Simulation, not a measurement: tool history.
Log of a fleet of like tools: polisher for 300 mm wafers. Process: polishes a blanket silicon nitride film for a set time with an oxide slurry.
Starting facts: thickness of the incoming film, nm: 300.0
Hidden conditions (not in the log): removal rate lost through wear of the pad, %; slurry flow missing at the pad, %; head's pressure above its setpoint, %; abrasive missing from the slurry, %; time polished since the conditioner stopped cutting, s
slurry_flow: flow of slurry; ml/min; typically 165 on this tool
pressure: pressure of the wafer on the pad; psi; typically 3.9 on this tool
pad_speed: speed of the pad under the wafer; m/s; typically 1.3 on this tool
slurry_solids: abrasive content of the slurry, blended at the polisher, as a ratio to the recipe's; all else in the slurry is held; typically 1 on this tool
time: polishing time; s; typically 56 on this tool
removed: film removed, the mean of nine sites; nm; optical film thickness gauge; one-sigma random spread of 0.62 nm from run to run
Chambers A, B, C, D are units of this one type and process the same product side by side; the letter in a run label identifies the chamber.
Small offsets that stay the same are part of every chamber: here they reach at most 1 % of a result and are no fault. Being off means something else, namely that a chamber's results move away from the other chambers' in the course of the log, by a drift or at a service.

run,hour,slurry_flow,pressure,pad_speed,slurry_solids,time,wafers polished on this pad,hours since the slurry nozzle was cleaned,hours since the head pressure was calibrated,hours since the slurry blender was calibrated,hours since the conditioning disc was replaced,removed
# hour 0.8: chamber B: worn pad replaced by a new one
1A,11.1,165,3.9,1.3,1,56,647,211.1,822.1,61.4,182.8,42.356
# hour 18.9: chamber B: slurry nozzle cleaned
2D,19.4,165,3.9,1.3,1,56,536,220.1,489.3,142.8,384.7,42.872
# hour 21: chamber C: worn pad replaced by a new one
3B,28.3,165,3.9,1.3,1,56,372,9.4,1170.3,123.3,134.2,42.988
# hour 35.8: chamber A: worn pad replaced by a new one
4C,36.8,165,3.9,1.3,1,56,213,504.9,409.5,299.4,186.6,42.414
5C,48.6,165,3.9,1.3,1,56,373,516.7,421.3,311.2,198.4,43.265
# hour 54.6: chamber D: slurry blender recalibrated
# hour 56.7: chamber D: worn pad replaced by a new one
6A,58.2,165,3.9,1.3,1,56,303,258.2,869.2,108.5,229.9,42.944
7B,68.1,165,3.9,1.3,1,56,911,49.2,1210.1,163.1,174,42.174
8D,75.5,165,3.9,1.3,1,56,255,276.2,545.4,20.9,440.8,41.96
# hour 82.7: chamber B: worn pad replaced by a new one
9D,84.4,135,3.9,1.3,0.85,56,375,285.1,554.3,29.8,449.7,37.019
# hour 89: chamber D: head pressure recalibrated
10A,92.8,135,3.9,1.3,0.85,56,771,292.8,903.8,143.1,264.5,37.012
11C,103.9,135,3.9,1.3,0.85,56,1121,572,476.6,366.5,253.7,38.481
12B,113.6,135,3.9,1.3,0.85,56,419,94.7,1255.6,208.6,219.5,37.969
# hour 118.1: chamber C: worn pad replaced by a new one
13C,119.8,165,3.9,1.3,1,56,23,587.9,492.5,382.4,269.6,42.981
# hour 122.2: chamber D: conditioning disc replaced and pad reconditioned
# hour 125.6: chamber B: slurry blender recalibrated
# hour 128.8: chamber A: worn pad replaced by a new one
# hour 129.3: chamber C: slurry nozzle cleaned
14A,131.1,165,3.9,1.3,1,56,31,331.1,942.1,181.4,302.8,42.148
# hour 134.9: chamber D: worn pad replaced by a new one
15B,142.6,165,3.9,1.3,1,56,811,123.7,1284.6,17,248.5,42.768
16D,154.1,165,3.9,1.3,1,56,261,354.8,65.2,99.5,31.9,42.727
# hour 163.2: chamber A: conditioning disc replaced and pad reconditioned
17C,167.5,165,3.9,1.66,1,56,668,38.2,540.2,430.1,317.3,51.959
# hour 171.5: chamber B: worn pad replaced by a new one
18B,178.3,165,3.9,1.66,1,56,92,159.4,1320.3,52.7,284.2,52.712
# hour 180.6: chamber D: slurry nozzle cleaned
19D,190.4,165,3.9,1.66,1,56,752,9.8,101.5,135.8,68.2,51.352
# hour 192.5: chamber C: worn pad replaced by a new one
# hour 193.6: chamber A: slurry blender recalibrated
20A,200.6,165,3.9,1.66,1,56,971,400.6,1011.6,7,37.5,50.941
# hour 206.6: chamber B: head pressure recalibrated
21D,206.6,165,3.9,1.48,1,46,971,26,117.7,152,84.4,38.326
# hour 216.1: chamber A: worn pad replaced by a new one
22A,218.1,165,3.9,1.48,1,46,28,418.1,1029.1,24.5,55,37.772
23C,226.9,165,3.9,1.48,1,46,465,97.6,599.6,489.5,376.7,37.151
# hour 230.9: chamber D: worn pad replaced by a new one
# hour 231.2: chamber B: conditioning disc replaced and pad reconditioned
24B,239.1,165,3.9,1.48,1,46,914,220.2,32.6,113.5,7.9,38.473
# hour 239.7: chamber C: conditioning disc replaced and pad reconditioned
# hour 246: chamber B: worn pad replaced by a new one
25A,248.7,165,4.8,1.3,0.75,56,441,448.7,1059.7,55.1,85.6,44.554
26C,257,165,4.8,1.3,0.75,56,872,127.7,629.7,519.6,17.3,43.133
27B,266,165,4.8,1.3,0.75,56,271,247.1,59.5,140.4,34.8,45.284
# hour 268.8: chamber D: slurry blender recalibrated
# hour 271.7: chamber C: worn pad replaced by a new one
28D,277.3,165,4.8,1.3,0.75,56,627,96.7,188.4,8.5,155.1,44.526
29D,287.3,165,3.9,1.3,1,56,763,106.7,198.4,18.5,165.1,41.28
30B,297.6,165,3.9,1.3,1,56,699,278.7,91.1,172,66.4,41.74
# hour 302.9: chamber A: worn pad replaced by a new one
31A,308.7,165,3.9,1.66,1,56,79,508.7,1119.7,115.1,145.6,51.59
32C,316.3,165,3.9,1.66,1,56,603,187,689,578.9,76.6,47.649
33A,324.4,165,3.9,1.66,1,56,291,524.4,1135.4,130.8,161.3,50.617
# hour 324.8: chamber D: worn pad replaced by a new one
# hour 331: chamber A: slurry nozzle cleaned
# hour 332.4: chamber B: slurry blender recalibrated
34B,334.8,165,3.9,1.66,1,56,1202,315.9,128.3,2.5,103.6,50.309
35C,342.5,165,3.9,1.3,1,56,958,213.2,715.2,605.1,102.8,39.703
# hour 343.1: chamber B: worn pad replaced by a new one
# hour 347.5: chamber C: worn pad replaced by a new one
# hour 351.4: chamber B: slurry nozzle cleaned
36D,355.3,165,3.9,1.3,1,56,412,174.7,266.4,86.5,233.1,42.985
37C,361.8,165,3.9,1.3,1,56,194,232.5,734.5,624.4,122.1,39.729
38D,373.7,165,3.9,1.3,1,56,661,193.1,284.8,104.9,251.5,42.165
# hour 379.6: chamber A: worn pad replaced by a new one
39A,383.6,165,3.9,1.3,1,56,55,52.6,1194.6,190,220.5,42.091
40B,393.9,135,4.9,1.3,1,56,687,42.5,187.4,61.6,162.7,51.054
# hour 401.8: chamber D: worn pad replaced by a new one
41D,405.9,135,4.9,1.3,1,56,55,225.3,317,137.1,283.7,51.36
# hour 411.2: chamber A: slurry blender recalibrated
42A,414.1,135,4.9,1.3,1,56,467,83.1,1225.1,2.9,251,51.906
43C,424.3,135,4.9,1.3,1,56,1039,295,797,686.9,184.6,45.924

Next, every chamber runs the same settings. What will each give?
44A,433.9,165,3.9,1.3,1,72,,,,,,?
44B,433.9,165,3.9,1.3,1,72,,,,,,?
44C,433.9,165,3.9,1.3,1,72,,,,,,?
44D,433.9,165,3.9,1.3,1,72,,,,,,?

run,removed
44A,53.605
44B,54.946
44C,50.163
44D,54.941
